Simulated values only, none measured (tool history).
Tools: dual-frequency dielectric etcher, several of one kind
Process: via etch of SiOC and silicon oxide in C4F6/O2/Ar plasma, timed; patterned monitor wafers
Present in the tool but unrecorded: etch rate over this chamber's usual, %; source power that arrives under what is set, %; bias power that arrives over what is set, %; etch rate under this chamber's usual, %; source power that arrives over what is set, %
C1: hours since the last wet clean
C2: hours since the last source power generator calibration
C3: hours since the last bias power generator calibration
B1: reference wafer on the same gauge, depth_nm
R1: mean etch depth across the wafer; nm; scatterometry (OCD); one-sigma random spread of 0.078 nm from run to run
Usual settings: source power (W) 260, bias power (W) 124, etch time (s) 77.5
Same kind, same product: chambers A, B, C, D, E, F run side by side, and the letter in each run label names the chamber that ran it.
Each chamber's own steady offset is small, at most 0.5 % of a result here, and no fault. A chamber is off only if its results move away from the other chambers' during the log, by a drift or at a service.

Run 1D, day 0.321: usual settings; C1 79.5; C2 1382.1; C3 873.2; B1 76.629. Result: R1 65.552 nm.
Run 2B, day 0.712: usual settings; C1 247.8; C2 4879.3; C3 422.9; B1 76.642. Result: R1 65.778 nm.
Run 3A, day 1.096: usual settings; C1 236.5; C2 414.7; C3 657.3; B1 76.623. Result: R1 65.877 nm.
Run 4C, day 1.438: usual settings; C1 361.2; C2 1646.7; C3 1295.5; B1 76.619. Result: R1 65.834 nm.
Run 5F, day 1.762: usual settings; C1 416.5; C2 1613.5; C3 1119.2; B1 76.651. Result: R1 65.843 nm.
Run 6E, day 2.333: usual settings but source power (W) 200, bias power (W) 150; C1 524.7; C2 3114.7; C3 2778; B1 76.643. Result: R1 63.231 nm.
At day 2.658: chamber E: wet clean of the chamber.
Run 7F, day 2.871: usual settings but source power (W) 200, bias power (W) 150; C1 443.1; C2 1640.1; C3 1145.8; B1 76.699. Result: R1 63.209 nm.
Run 8A, day 3.204: usual settings but source power (W) 200, bias power (W) 150; C1 287.1; C2 465.3; C3 707.9; B1 76.689. Result: R1 63.101 nm.
Run 9B, day 3.679: usual settings but source power (W) 200, bias power (W) 150; C1 319; C2 4950.5; C3 494.1; B1 76.697. Result: R1 63.12 nm.
At day 3.888: chamber B: source power generator calibrated.
Run 10E, day 4.021: usual settings but source power (W) 200, bias power (W) 150; C1 32.7; C2 3155.2; C3 2818.5; B1 76.684. Result: R1 63.28 nm.
Run 11D, day 4.308: usual settings but source power (W) 200, bias power (W) 150; C1 175.2; C2 1477.8; C3 968.9; B1 76.736. Result: R1 62.904 nm.
At day 4.4: chamber C: wet clean of the chamber.
Run 12C, day 4.867: usual settings; C1 11.2; C2 1729; C3 1377.8; B1 76.74. Result: R1 65.996 nm.
At day 4.904: chamber F: wet clean of the chamber.
Run 13F, day 5.388: usual settings; C1 11.6; C2 1700.5; C3 1206.2; B1 76.716. Result: R1 66.143 nm.
Run 14A, day 5.779: usual settings but bias power (W) 153; C1 348.9; C2 527.1; C3 769.7; B1 76.728. Result: R1 70.482 nm.
Run 15B, day 6.183: usual settings but bias power (W) 153; C1 379.1; C2 55.2; C3 554.2; B1 76.763. Result: R1 70.699 nm.
Run 16C, day 6.579: usual settings but bias power (W) 153; C1 52.3; C2 1770.1; C3 1418.9; B1 76.779. Result: R1 70.574 nm.
At day 6.792: chamber E: bias power generator calibrated.
Run 17E, day 7.075: usual settings but bias power (W) 153; C1 106; C2 3228.5; C3 6.8; B1 76.802. Result: R1 70.782 nm.
Run 18D, day 7.333: usual settings but bias power (W) 153; C1 247.8; C2 1550.4; C3 1041.5; B1 76.794. Result: R1 70.373 nm.
Run 19E, day 7.725: usual settings but bias power (W) 153; C1 121.6; C2 3244.1; C3 22.4; B1 76.796. Result: R1 70.789 nm.
Run 20A, day 8.075: usual settings; C1 404; C2 582.2; C3 824.8; B1 76.805. Result: R1 65.739 nm.
Run 21B, day 8.35: usual settings; C1 431.1; C2 107.2; C3 606.2; B1 76.816. Result: R1 66.185 nm.
Run 22F, day 8.696: usual settings; C1 91; C2 1779.9; C3 1285.6; B1 76.817. Result: R1 66.015 nm.
Run 23C, day 9.233: usual settings but etch time (s) 60.5; C1 116; C2 1833.8; C3 1482.6; B1 76.796. Result: R1 51.561 nm.
Run 24D, day 9.679: usual settings but etch time (s) 60.5; C1 304.1; C2 1606.7; C3 1097.8; B1 76.835. Result: R1 51.364 nm.
Run 25A, day 10.029: usual settings but etch time (s) 60.5; C1 450.9; C2 629.1; C3 871.7; B1 76.825. Result: R1 51.482 nm.
At day 10.062: chamber B: wet clean of the chamber.
Run 26D, day 10.508: usual settings but etch time (s) 60.5; C1 324; C2 1626.6; C3 1117.7; B1 76.843. Result: R1 51.382 nm.
Run 27B, day 10.904: usual settings but etch time (s) 60.5; C1 20.3; C2 168.5; C3 667.5; B1 76.877. Result: R1 51.664 nm.
Run 28E, day 11.396: usual settings but etch time (s) 60.5; C1 209.7; C2 3332.2; C3 110.5; B1 76.905. Result: R1 51.753 nm.
Run 29F, day 11.654: usual settings; C1 162; C2 1850.9; C3 1356.6; B1 76.884. Result: R1 66.13 nm.
Run 30C, day 11.962: usual settings; C1 181.5; C2 1899.3; C3 1548.1; B1 76.891. Result: R1 66.023 nm.
Run 31C, day 12.5: usual settings; C1 194.4; C2 1912.2; C3 1561; B1 76.913. Result: R1 66.265 nm.
At day 12.767: chamber A: wet clean of the chamber.
Run 32B, day 12.921: usual settings; C1 68.7; C2 216.9; C3 715.9; B1 76.914. Result: R1 66.292 nm.
Run 33D, day 13.483: usual settings; C1 395.4; C2 1698; C3 1189.1; B1 76.929. Result: R1 66.01 nm.
Run 34A, day 14.004: usual settings; C1 29.8; C2 724.5; C3 967.1; B1 76.958. Result: R1 65.93 nm.
Run 35F, day 14.458: usual settings; C1 229.3; C2 1918.2; C3 1423.9; B1 76.966. Result: R1 66.097 nm.
Run 36E, day 14.746: usual settings; C1 290.1; C2 3412.6; C3 190.9; B1 76.966. Result: R1 66.393 nm.

Has any chamber moved away from the others, gradually or after a service, or does the common gauge drift, or do the chambers differ only by their own small steady offsets? State the chamber and the most likely cause if one applies.

None of the chambers is off. What moves is the gauge, dragging all their readings along together.
What lies behind it: gauge reads high (%) = 0.49.
